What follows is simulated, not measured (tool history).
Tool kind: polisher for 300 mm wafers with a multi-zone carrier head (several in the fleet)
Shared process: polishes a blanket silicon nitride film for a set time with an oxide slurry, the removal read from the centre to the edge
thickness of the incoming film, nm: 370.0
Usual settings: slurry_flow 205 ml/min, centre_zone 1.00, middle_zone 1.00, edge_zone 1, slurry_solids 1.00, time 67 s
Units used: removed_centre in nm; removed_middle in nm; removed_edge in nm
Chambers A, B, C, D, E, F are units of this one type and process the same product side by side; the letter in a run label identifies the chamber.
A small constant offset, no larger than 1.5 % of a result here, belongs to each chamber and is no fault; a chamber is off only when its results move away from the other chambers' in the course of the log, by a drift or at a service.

run,hour,slurry_flow,centre_zone,middle_zone,edge_zone,slurry_solids,time,removed_centre,removed_middle,removed_edge
# hour 1.6: chamber B: worn pad replaced by a new one
1A,8.8,205,1.00,1.00,1,1.00,67,54.015,54.548,54.978
2F,13.0,205,1.00,1.00,1,1.00,67,55.265,54.011,54.829
# hour 13.8: chamber E: edge zone pressure recalibrated
# hour 14.5: chamber D: worn pad replaced by a new one
3C,21.8,205,1.00,1.00,1,1.00,67,55.200,54.990,55.725
4B,28.6,205,1.00,1.00,1,1.00,67,54.539,54.605,54.682
5E,32.9,205,1.00,1.00,1,1.00,67,55.412,54.179,54.995
# hour 36.8: chamber F: worn pad replaced by a new one
6D,39.4,205,1.00,1.00,1,1.00,67,54.537,54.814,55.376
# hour 42.3: chamber B: centre zone pressure recalibrated
7A,48.7,205,1.00,1.00,1,1.15,67,57.874,57.508,59.413
# hour 49.0: chamber E: worn pad replaced by a new one
# hour 53.0: chamber B: worn pad replaced by a new one
8C,55.2,205,1.00,1.00,1,1.15,67,57.775,57.959,58.026
9D,61.0,205,1.00,1.00,1,1.15,67,57.771,57.997,58.878
10F,70.0,205,1.00,1.00,1,1.15,67,57.779,56.852,57.374
11E,79.2,205,1.00,1.00,1,1.15,67,58.362,59.238,58.377
# hour 84.9: chamber A: slurry nozzle cleaned
# hour 87.1: chamber A: worn pad replaced by a new one
12B,87.3,205,1.00,1.00,1,1.15,67,57.761,59.096,57.582
# hour 88.2: chamber D: worn pad replaced by a new one
13F,91.4,205,1.00,1.00,1,1.00,67,54.742,54.541,54.843
14A,98.9,205,1.00,1.04,1,1.00,67,54.847,56.819,55.028
# hour 101.7: chamber C: worn pad replaced by a new one
# hour 102.5: chamber B: worn pad replaced by a new one
15D,104.5,205,1.00,1.04,1,1.00,67,54.216,56.377,54.632
16C,111.8,205,1.00,1.04,1,1.00,67,54.659,55.606,54.951
# hour 116.3: chamber A: centre zone pressure recalibrated
17B,119.0,205,1.00,1.04,1,1.00,67,54.895,57.181,53.446
# hour 121.7: chamber E: worn pad replaced by a new one
18E,125.5,205,1.00,1.04,1,1.00,67,54.347,56.972,55.361
19D,132.4,205,1.00,1.04,1,1.00,67,54.144,57.228,54.533
# hour 132.7: chamber C: edge zone pressure recalibrated
20C,141.8,205,1.00,1.00,1,1.00,67,54.859,54.966,54.004
21E,148.2,205,1.00,1.00,1,1.00,67,54.397,55.331,54.549
22A,152.8,205,1.00,1.00,1,1.00,67,54.534,54.370,55.271
# hour 152.9: chamber B: worn pad replaced by a new one
# hour 159.1: chamber F: worn pad replaced by a new one
# hour 159.8: chamber E: centre zone pressure recalibrated
23F,160.0,205,0.88,1.00,1,1.00,67,47.686,54.145,54.365
# hour 168.9: chamber B: slurry nozzle cleaned
24B,169.1,205,0.88,1.00,1,1.00,67,47.947,54.267,54.298
# hour 174.4: chamber A: worn pad replaced by a new one
# hour 175.6: chamber D: worn pad replaced by a new one
25E,175.6,205,0.88,1.00,1,1.00,67,48.019,55.597,54.953
26D,181.9,205,0.88,1.00,1,1.00,67,46.991,55.176,55.615
27A,190.4,205,0.88,1.00,1,1.00,67,47.409,53.051,54.655
# hour 193.6: chamber D: slurry nozzle cleaned
# hour 196.1: chamber E: worn pad replaced by a new one
28F,197.2,205,0.88,1.00,1,1.00,67,47.168,55.395,54.486
29B,204.9,205,1.00,1.00,1,1.00,67,54.098,53.669,54.929
30C,211.3,205,1.00,1.00,1,1.00,67,54.269,55.812,55.422
# hour 213.6: chamber C: centre zone pressure recalibrated
# hour 214.1: chamber B: worn pad replaced by a new one
# hour 215.7: chamber C: worn pad replaced by a new one
31A,215.7,205,1.00,1.00,1,1.00,67,55.091,55.272,54.822
32D,221.5,205,1.00,0.96,1,1.00,67,54.164,54.133,54.579
33B,227.7,205,1.00,0.96,1,1.00,67,54.229,53.694,54.597
34F,232.2,205,1.00,0.96,1,1.00,67,55.188,52.790,54.442
35C,237.2,205,1.00,0.96,1,1.00,67,54.836,52.539,55.332
# hour 238.9: chamber F: edge zone pressure recalibrated
36E,243.3,205,1.00,0.96,1,1.00,67,54.495,52.625,55.375
37A,248.3,205,1.00,0.96,1,1.00,67,54.923,53.493,55.521
38D,254.9,205,1.00,1.00,1,1.00,67,54.238,55.008,56.032
39E,260.8,205,1.00,1.00,1,1.00,67,54.732,55.332,55.440
# hour 268.1: chamber B: worn pad replaced by a new one
40F,270.1,205,1.00,1.00,1,1.00,67,54.916,54.344,55.385
41B,279.2,205,1.00,1.00,1,1.00,67,54.916,54.990,55.032

Is one chamber out of step, is the gauge drifting, or do the chambers differ by no more than their own small offsets? For an off chamber, give its letter and the likeliest cause.

The fleet is healthy, with each chamber sitting at its usual small offset and no drift in the gauge.
